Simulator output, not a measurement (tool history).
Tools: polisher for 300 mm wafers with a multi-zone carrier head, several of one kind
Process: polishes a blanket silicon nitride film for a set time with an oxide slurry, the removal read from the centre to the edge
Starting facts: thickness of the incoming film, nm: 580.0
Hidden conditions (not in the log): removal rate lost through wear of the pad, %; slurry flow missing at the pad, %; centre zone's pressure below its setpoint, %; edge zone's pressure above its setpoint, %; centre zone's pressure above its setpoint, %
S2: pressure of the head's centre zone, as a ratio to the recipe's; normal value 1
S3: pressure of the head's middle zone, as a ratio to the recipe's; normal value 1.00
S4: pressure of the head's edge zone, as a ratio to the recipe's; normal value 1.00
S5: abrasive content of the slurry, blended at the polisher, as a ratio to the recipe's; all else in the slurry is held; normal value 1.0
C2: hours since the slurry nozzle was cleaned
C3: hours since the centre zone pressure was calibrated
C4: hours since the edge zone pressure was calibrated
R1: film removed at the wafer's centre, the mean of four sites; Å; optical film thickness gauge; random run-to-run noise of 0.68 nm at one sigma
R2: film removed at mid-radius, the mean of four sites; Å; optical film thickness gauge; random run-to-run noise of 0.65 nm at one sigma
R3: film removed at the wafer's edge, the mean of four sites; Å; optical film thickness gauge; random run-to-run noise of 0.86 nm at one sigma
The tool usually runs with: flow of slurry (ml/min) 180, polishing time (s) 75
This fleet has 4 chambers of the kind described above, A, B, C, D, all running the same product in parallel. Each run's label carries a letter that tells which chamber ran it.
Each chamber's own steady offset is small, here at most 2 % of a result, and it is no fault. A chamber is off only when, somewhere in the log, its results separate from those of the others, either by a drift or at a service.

{"run": "1A", "hour": 4.9, "flow of slurry (ml/min)": 180, "S2": 1, "S3": 1.0, "S4": 1.0, "S5": 1.0, "polishing time (s)": 75, "wafers polished on this pad": 376, "C2": 198.1, "C3": 243.2, "C4": 522.3, "R1": 602.72, "R2": 607.82, "R3": 606.64}
{"run": "2C", "hour": 10.4, "flow of slurry (ml/min)": 180, "S2": 1, "S3": 1.0, "S4": 1.0, "S5": 1.0, "polishing time (s)": 75, "wafers polished on this pad": 765, "C2": 311.7, "C3": 249.9, "C4": 373.0, "R1": 608.76, "R2": 624.49, "R3": 597.19}
{"hour": 11.6, "done": "chamber D: worn pad replaced by a new one"}
{"run": "3D", "hour": 17.5, "flow of slurry (ml/min)": 180, "S2": 1, "S3": 1.0, "S4": 1.0, "S5": 1.0, "polishing time (s)": 75, "wafers polished on this pad": 82, "C2": 499.8, "C3": 179.6, "C4": 516.3, "R1": 608.7, "R2": 593.21, "R3": 603.27}
{"hour": 18.2, "done": "chamber A: worn pad replaced by a new one"}
{"hour": 24.0, "done": "chamber C: worn pad replaced by a new one"}
{"run": "4B", "hour": 25.7, "flow of slurry (ml/min)": 180, "S2": 1, "S3": 1.0, "S4": 1.0, "S5": 1.0, "polishing time (s)": 75, "wafers polished on this pad": 583, "C2": 466.9, "C3": 25.8, "C4": 415.2, "R1": 617.65, "R2": 608.54, "R3": 620.32}
{"run": "5A", "hour": 34.7, "flow of slurry (ml/min)": 180, "S2": 1, "S3": 1.0, "S4": 1.0, "S5": 1.0, "polishing time (s)": 75, "wafers polished on this pad": 228, "C2": 227.9, "C3": 273.0, "C4": 552.1, "R1": 614.22, "R2": 604.12, "R3": 603.57}
{"hour": 36.6, "done": "chamber C: slurry nozzle cleaned"}
{"run": "6C", "hour": 41.5, "flow of slurry (ml/min)": 180, "S2": 1, "S3": 1.0, "S4": 1.0, "S5": 1.0, "polishing time (s)": 75, "wafers polished on this pad": 242, "C2": 5.0, "C3": 281.0, "C4": 404.1, "R1": 612.63, "R2": 605.58, "R3": 609.72}
{"run": "7D", "hour": 50.7, "flow of slurry (ml/min)": 180, "S2": 1, "S3": 1.0, "S4": 1.0, "S5": 1.0, "polishing time (s)": 75, "wafers polished on this pad": 541, "C2": 533.0, "C3": 212.8, "C4": 549.5, "R1": 614.12, "R2": 594.99, "R3": 601.78}
{"hour": 56.4, "done": "chamber B: worn pad replaced by a new one"}
{"run": "8B", "hour": 58.4, "flow of slurry (ml/min)": 180, "S2": 1, "S3": 1.0, "S4": 1.0, "S5": 1.0, "polishing time (s)": 75, "wafers polished on this pad": 28, "C2": 499.6, "C3": 58.5, "C4": 447.9, "R1": 606.72, "R2": 616.34, "R3": 611.21}
{"hour": 63.3, "done": "chamber D: worn pad replaced by a new one"}
{"run": "9A", "hour": 66.4, "flow of slurry (ml/min)": 180, "S2": 1, "S3": 1.0, "S4": 1.0, "S5": 1.0, "polishing time (s)": 75, "wafers polished on this pad": 666, "C2": 259.6, "C3": 304.7, "C4": 583.8, "R1": 606.31, "R2": 591.23, "R3": 598.16}
{"hour": 67.6, "done": "chamber A: worn pad replaced by a new one"}
{"run": "10C", "hour": 74.7, "flow of slurry (ml/min)": 180, "S2": 1, "S3": 1.0, "S4": 1.0, "S5": 1.0, "polishing time (s)": 75, "wafers polished on this pad": 701, "C2": 38.2, "C3": 314.2, "C4": 437.3, "R1": 604.77, "R2": 616.85, "R3": 608.31}
{"run": "11B", "hour": 82.5, "flow of slurry (ml/min)": 180, "S2": 1, "S3": 1.0, "S4": 1.0, "S5": 1.0, "polishing time (s)": 75, "wafers polished on this pad": 361, "C2": 523.7, "C3": 82.6, "C4": 472.0, "R1": 613.07, "R2": 612.1, "R3": 612.19}
{"hour": 82.6, "done": "chamber C: worn pad replaced by a new one"}
{"run": "12D", "hour": 87.9, "flow of slurry (ml/min)": 180, "S2": 1, "S3": 1.0, "S4": 1.0, "S5": 1.0, "polishing time (s)": 75, "wafers polished on this pad": 341, "C2": 570.2, "C3": 250.0, "C4": 586.7, "R1": 602.22, "R2": 600.19, "R3": 607.74}
{"run": "13D", "hour": 92.8, "flow of slurry (ml/min)": 180, "S2": 1, "S3": 1.0, "S4": 1.0, "S5": 1.0, "polishing time (s)": 75, "wafers polished on this pad": 409, "C2": 575.1, "C3": 254.9, "C4": 591.6, "R1": 622.27, "R2": 612.82, "R3": 617.69}
{"run": "14B", "hour": 101.8, "flow of slurry (ml/min)": 180, "S2": 1, "S3": 1.0, "S4": 1.0, "S5": 1.0, "polishing time (s)": 75, "wafers polished on this pad": 628, "C2": 543.0, "C3": 101.9, "C4": 491.3, "R1": 605.09, "R2": 611.14, "R3": 613.75}
{"run": "15C", "hour": 107.6, "flow of slurry (ml/min)": 180, "S2": 1, "S3": 1.0, "S4": 1.0, "S5": 1.0, "polishing time (s)": 75, "wafers polished on this pad": 346, "C2": 71.1, "C3": 347.1, "C4": 470.2, "R1": 604.62, "R2": 612.68, "R3": 607.91}
{"hour": 112.3, "done": "chamber D: worn pad replaced by a new one"}
{"run": "16A", "hour": 112.8, "flow of slurry (ml/min)": 180, "S2": 1, "S3": 1.0, "S4": 1.0, "S5": 1.0, "polishing time (s)": 75, "wafers polished on this pad": 625, "C2": 306.0, "C3": 351.1, "C4": 630.2, "R1": 593.61, "R2": 599.68, "R3": 602.74}
{"hour": 113.0, "done": "chamber A: worn pad replaced by a new one"}
{"run": "17B", "hour": 119.0, "flow of slurry (ml/min)": 180, "S2": 1, "S3": 1.0, "S4": 1.0, "S5": 1.0, "polishing time (s)": 75, "wafers polished on this pad": 866, "C2": 560.2, "C3": 119.1, "C4": 508.5, "R1": 617.64, "R2": 611.48, "R3": 605.93}
{"hour": 120.5, "done": "chamber A: edge zone pressure recalibrated"}
{"hour": 121.3, "done": "chamber B: edge zone pressure recalibrated"}
{"hour": 123.3, "done": "chamber B: worn pad replaced by a new one"}
{"run": "18D", "hour": 124.6, "flow of slurry (ml/min)": 180, "S2": 1, "S3": 1.0, "S4": 1.0, "S5": 1.0, "polishing time (s)": 75, "wafers polished on this pad": 170, "C2": 606.9, "C3": 286.7, "C4": 623.4, "R1": 608.66, "R2": 599.38, "R3": 610.79}
{"run": "19A", "hour": 131.3, "flow of slurry (ml/min)": 180, "S2": 1, "S3": 1.0, "S4": 1.0, "S5": 1.0, "polishing time (s)": 75, "wafers polished on this pad": 253, "C2": 324.5, "C3": 369.6, "C4": 10.9, "R1": 577.88, "R2": 607.55, "R3": 611.52}
{"run": "20C", "hour": 139.0, "flow of slurry (ml/min)": 180, "S2": 1, "S3": 1.0, "S4": 1.0, "S5": 1.0, "polishing time (s)": 75, "wafers polished on this pad": 780, "C2": 102.5, "C3": 378.5, "C4": 501.6, "R1": 611.92, "R2": 612.8, "R3": 621.17}
{"hour": 143.4, "done": "chamber C: worn pad replaced by a new one"}
{"run": "21D", "hour": 146.4, "flow of slurry (ml/min)": 180, "S2": 1, "S3": 0.93, "S4": 1.0, "S5": 1.3, "polishing time (s)": 75, "wafers polished on this pad": 472, "C2": 628.7, "C3": 308.5, "C4": 645.2, "R1": 674.5, "R2": 629.82, "R3": 676.05}
{"run": "22A", "hour": 150.9, "flow of slurry (ml/min)": 180, "S2": 1, "S3": 0.93, "S4": 1.0, "S5": 1.3, "polishing time (s)": 75, "wafers polished on this pad": 524, "C2": 344.1, "C3": 389.2, "C4": 30.5, "R1": 636.19, "R2": 625.93, "R3": 670.83}
{"run": "23C", "hour": 158.0, "flow of slurry (ml/min)": 180, "S2": 1, "S3": 0.93, "S4": 1.0, "S5": 1.3, "polishing time (s)": 75, "wafers polished on this pad": 202, "C2": 121.5, "C3": 397.5, "C4": 520.6, "R1": 686.02, "R2": 653.36, "R3": 676.0}
{"hour": 161.4, "done": "chamber A: worn pad replaced by a new one"}
{"run": "24B", "hour": 163.3, "flow of slurry (ml/min)": 180, "S2": 1, "S3": 0.93, "S4": 1.0, "S5": 1.3, "polishing time (s)": 75, "wafers polished on this pad": 553, "C2": 604.5, "C3": 163.4, "C4": 42.1, "R1": 671.66, "R2": 645.75, "R3": 708.66}
{"hour": 163.9, "done": "chamber D: worn pad replaced by a new one"}
{"run": "25B", "hour": 169.5, "flow of slurry (ml/min)": 180, "S2": 1, "S3": 1.0, "S4": 1.08, "S5": 1.0, "polishing time (s)": 75, "wafers polished on this pad": 639, "C2": 610.7, "C3": 169.6, "C4": 48.3, "R1": 608.85, "R2": 604.62, "R3": 647.9}
{"run": "26A", "hour": 174.6, "flow of slurry (ml/min)": 180, "S2": 1, "S3": 1.0, "S4": 1.08, "S5": 1.0, "polishing time (s)": 75, "wafers polished on this pad": 183, "C2": 367.8, "C3": 412.9, "C4": 54.2, "R1": 559.36, "R2": 607.43, "R3": 621.75}
{"run": "27C", "hour": 183.5, "flow of slurry (ml/min)": 180, "S2": 1, "S3": 1.0, "S4": 1.08, "S5": 1.0, "polishing time (s)": 75, "wafers polished on this pad": 555, "C2": 147.0, "C3": 423.0, "C4": 546.1, "R1": 605.32, "R2": 604.83, "R3": 629.01}
{"hour": 184.4, "done": "chamber B: worn pad replaced by a new one"}
{"run": "28D", "hour": 191.1, "flow of slurry (ml/min)": 180, "S2": 1, "S3": 1.0, "S4": 1.08, "S5": 1.0, "polishing time (s)": 75, "wafers polished on this pad": 377, "C2": 673.4, "C3": 353.2, "C4": 689.9, "R1": 613.0, "R2": 597.23, "R3": 644.06}
{"run": "29B", "hour": 198.3, "flow of slurry (ml/min)": 180, "S2": 1, "S3": 1.0, "S4": 1.0, "S5": 1.2, "polishing time (s)": 75, "wafers polished on this pad": 193, "C2": 639.5, "C3": 198.4, "C4": 77.1, "R1": 667.33, "R2": 671.9, "R3": 665.5}
{"hour": 201.8, "done": "chamber A: worn pad replaced by a new one"}
{"run": "30C", "hour": 205.7, "flow of slurry (ml/min)": 180, "S2": 1, "S3": 1.0, "S4": 1.0, "S5": 1.2, "polishing time (s)": 75, "wafers polished on this pad": 862, "C2": 169.2, "C3": 445.2, "C4": 568.3, "R1": 659.72, "R2": 660.1, "R3": 671.03}
{"run": "31A", "hour": 210.3, "flow of slurry (ml/min)": 180, "S2": 1, "S3": 1.0, "S4": 1.0, "S5": 1.2, "polishing time (s)": 75, "wafers polished on this pad": 117, "C2": 403.5, "C3": 448.6, "C4": 89.9, "R1": 584.61, "R2": 653.57, "R3": 644.81}
{"hour": 211.2, "done": "chamber D: worn pad replaced by a new one"}
{"run": "32D", "hour": 218.1, "flow of slurry (ml/min)": 180, "S2": 1, "S3": 1.0, "S4": 1.0, "S5": 1.2, "polishing time (s)": 75, "wafers polished on this pad": 96, "C2": 700.4, "C3": 380.2, "C4": 716.9, "R1": 662.91, "R2": 639.47, "R3": 656.86}
{"run": "33A", "hour": 227.6, "flow of slurry (ml/min)": 230, "S2": 1, "S3": 1.0, "S4": 1.0, "S5": 0.8, "polishing time (s)": 75, "wafers polished on this pad": 357, "C2": 420.8, "C3": 465.9, "C4": 107.2, "R1": 491.95, "R2": 562.18, "R3": 532.88}

Is one chamber out of step, is the gauge drifting, or do the chambers differ by no more than their own small offsets? For an off chamber, give its letter and the likeliest cause.

Little by little, chamber A moves away from the other chambers.
Most likely cause: centre zone's pressure below its setpoint, % = 12.5.

Here are 4 candidates for chamber A's next run, each the usual settings with a change, their results left as question marks. Which one brings its results back in line with what the others give on the usual settings?
To be in line, a result may differ from the other chambers' mean on the usual settings by at most: R1 24.00 Å; R2 23.00 Å; R3 30.00 Å
{"run": "34A-1", "hour": 234.5, "flow of slurry (ml/min)": 175, "S2": 0.95, "S3": 1.01, "S4": 1.01, "S5": 1.0, "polishing time (s)": 74, "R1": "?", "R2": "?", "R3": "?"}
{"run": "34A-2", "hour": 234.5, "flow of slurry (ml/min)": 190, "S2": 1.11, "S3": 0.97, "S4": 0.97, "S5": 1.0, "polishing time (s)": 77, "R1": "?", "R2": "?", "R3": "?"}
{"run": "34A-3", "hour": 234.5, "flow of slurry (ml/min)": 185, "S2": 1.05, "S3": 0.99, "S4": 0.99, "S5": 1.0, "polishing time (s)": 76, "R1": "?", "R2": "?", "R3": "?"}
{"run": "34A-4", "hour": 234.5, "flow of slurry (ml/min)": 170, "S2": 0.89, "S3": 1.03, "S4": 1.03, "S5": 1.0, "polishing time (s)": 73, "R1": "?", "R2": "?", "R3": "?"}

What the other chambers average on the usual settings: R1 610.90 Å; R2 607.11 Å; R3 610.44 Å
run=34A-1 R1=486.37 R2=595.85 R3=600.48
run=34A-2 R1=608.97 R2=604.98 R3=618.36
run=34A-3 R1=563.18 R2=606.08 R3=614.69
run=34A-4 R1=443.98 R2=595.73 R3=596.12
34A-2 brings the chamber back in line.

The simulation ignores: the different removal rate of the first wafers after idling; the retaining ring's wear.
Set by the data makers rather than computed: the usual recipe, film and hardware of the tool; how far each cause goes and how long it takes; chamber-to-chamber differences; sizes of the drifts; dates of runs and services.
